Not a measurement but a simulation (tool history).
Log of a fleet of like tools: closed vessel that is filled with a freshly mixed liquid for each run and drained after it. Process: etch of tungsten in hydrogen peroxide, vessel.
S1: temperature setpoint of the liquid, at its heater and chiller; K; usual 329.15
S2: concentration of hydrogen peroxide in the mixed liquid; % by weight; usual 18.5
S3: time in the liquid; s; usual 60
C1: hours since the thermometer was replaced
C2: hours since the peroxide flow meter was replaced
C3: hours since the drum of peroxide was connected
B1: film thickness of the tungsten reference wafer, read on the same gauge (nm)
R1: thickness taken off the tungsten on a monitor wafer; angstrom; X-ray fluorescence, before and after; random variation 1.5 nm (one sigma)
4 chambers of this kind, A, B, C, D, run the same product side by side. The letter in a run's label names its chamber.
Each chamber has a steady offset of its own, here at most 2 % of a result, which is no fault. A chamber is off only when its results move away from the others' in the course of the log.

run 1B hour=5.4 | S1=329.15 S2=18.5 S3=60 | C1=756.7 C2=1451.9 C3=545.9 | B1=100.01 | R1=2308.6
run 2C hour=9.7 | S1=329.15 S2=18.5 S3=60 | C1=612.2 C2=1805.6 C3=103.5 | B1=100 | R1=2330.2
-- hour=15.5 chamber A: thermometer replaced
run 3A hour=17 | S1=329.15 S2=18.5 S3=60 | C1=1.6 C2=2106.4 C3=232.1 | B1=100.04 | R1=2350.1
run 4D hour=24.6 | S1=329.15 S2=18.5 S3=60 | C1=1768.8 C2=880.9 C3=616.4 | B1=100.02 | R1=2329.3
run 5C hour=29.2 | S1=329.15 S2=18.5 S3=60 | C1=631.7 C2=1825.1 C3=123 | B1=99.987 | R1=2338.2
run 6D hour=36.5 | S1=329.15 S2=18.5 S3=60 | C1=1780.7 C2=892.8 C3=628.3 | B1=100.01 | R1=2318.4
run 7A hour=42 | S1=329.15 S2=18.5 S3=60 | C1=26.6 C2=2131.4 C3=257.1 | B1=99.98 | R1=2345.1
run 8B hour=46.4 | S1=329.15 S2=18.5 S3=60 | C1=797.7 C2=1492.9 C3=586.9 | B1=99.991 | R1=2275.5
run 9B hour=52 | S1=329.15 S2=18.5 S3=60 | C1=803.3 C2=1498.5 C3=592.5 | B1=100.02 | R1=2299.5
run 10A hour=57.2 | S1=329.15 S2=18.5 S3=60 | C1=41.8 C2=2146.6 C3=272.3 | B1=100.01 | R1=2353.6
run 11C hour=61.2 | S1=329.15 S2=18.5 S3=60 | C1=663.7 C2=1857.1 C3=155 | B1=99.982 | R1=2366.7
run 12D hour=67.9 | S1=329.15 S2=18.5 S3=60 | C1=1812.1 C2=924.2 C3=659.7 | B1=99.963 | R1=2301.7
run 13A hour=75.4 | S1=329.15 S2=18.5 S3=60 | C1=60 C2=2164.8 C3=290.5 | B1=100.03 | R1=2353.6
run 14C hour=82.4 | S1=329.15 S2=18.5 S3=60 | C1=684.9 C2=1878.3 C3=176.2 | B1=99.969 | R1=2331.3
run 15D hour=87.4 | S1=329.15 S2=18.5 S3=60 | C1=1831.6 C2=943.7 C3=679.2 | B1=100.03 | R1=2313.4
run 16B hour=93.8 | S1=329.15 S2=18.5 S3=60 | C1=845.1 C2=1540.3 C3=634.3 | B1=99.989 | R1=2208.3
run 17C hour=98 | S1=329.15 S2=18.5 S3=60 | C1=700.5 C2=1893.9 C3=191.8 | B1=100.03 | R1=2356.5
run 18A hour=102.9 | S1=329.15 S2=18.5 S3=60 | C1=87.5 C2=2192.3 C3=318 | B1=99.977 | R1=2393.6
run 19D hour=108.5 | S1=329.15 S2=18.5 S3=60 | C1=1852.7 C2=964.8 C3=700.3 | B1=99.989 | R1=2336.1
-- hour=114.9 chamber D: new drum of peroxide connected
run 20B hour=116.4 | S1=332.65 S2=18.5 S3=60 | C1=867.7 C2=1562.9 C3=656.9 | B1=100 | R1=2675.1
run 21B hour=123.1 | S1=332.65 S2=18.5 S3=60 | C1=874.4 C2=1569.6 C3=663.6 | B1=100.02 | R1=2667.3
run 22A hour=129.7 | S1=332.65 S2=18.5 S3=60 | C1=114.3 C2=2219.1 C3=344.8 | B1=99.993 | R1=2934.4
run 23C hour=137.8 | S1=332.65 S2=18.5 S3=60 | C1=740.3 C2=1933.7 C3=231.6 | B1=99.982 | R1=2837.3
run 24D hour=142.1 | S1=337.65 S2=18.5 S3=60 | C1=1886.3 C2=998.4 C3=27.3 | B1=99.972 | R1=3735.9
run 25C hour=147 | S1=337.65 S2=18.5 S3=60 | C1=749.5 C2=1942.9 C3=240.8 | B1=99.984 | R1=3830.2
run 26D hour=152.9 | S1=337.65 S2=18.5 S3=60 | C1=1897.1 C2=1009.2 C3=38.1 | B1=100.03 | R1=3721

What goes on in this fleet: one chamber off, a drifting gauge, or nothing beyond the chambers' own small offsets? Name the chamber and the cause, if any.

Chamber B drifts away from the others.
Cause: liquid colder than its thermometer reads (K) = 1.55.

Here are 4 candidates for chamber B's next run, each the usual settings with a change, their results left as question marks. Which one brings its results back in line with what the others give on the usual settings?
In line means no further than this from the other chambers' mean on the usual settings: R1 53 angstrom
run 27B-1 hour=158.8 | S1=329.15 S2=23 S3=60 | R1=?
run 27B-2 hour=158.8 | S1=329.15 S2=15 S3=60 | R1=?
run 27B-3 hour=158.8 | S1=329.65 S2=18.5 S3=60 | R1=?
run 27B-4 hour=158.8 | S1=328.65 S2=18.5 S3=60 | R1=?

The other chambers' mean on the usual settings: R1 2338.4 angstrom
run=27B-1 R1=2354.7
run=27B-2 R1=1907.8
run=27B-3 R1=2178.7
run=27B-4 R1=2052.9
27B-1 brings the chamber back in line.
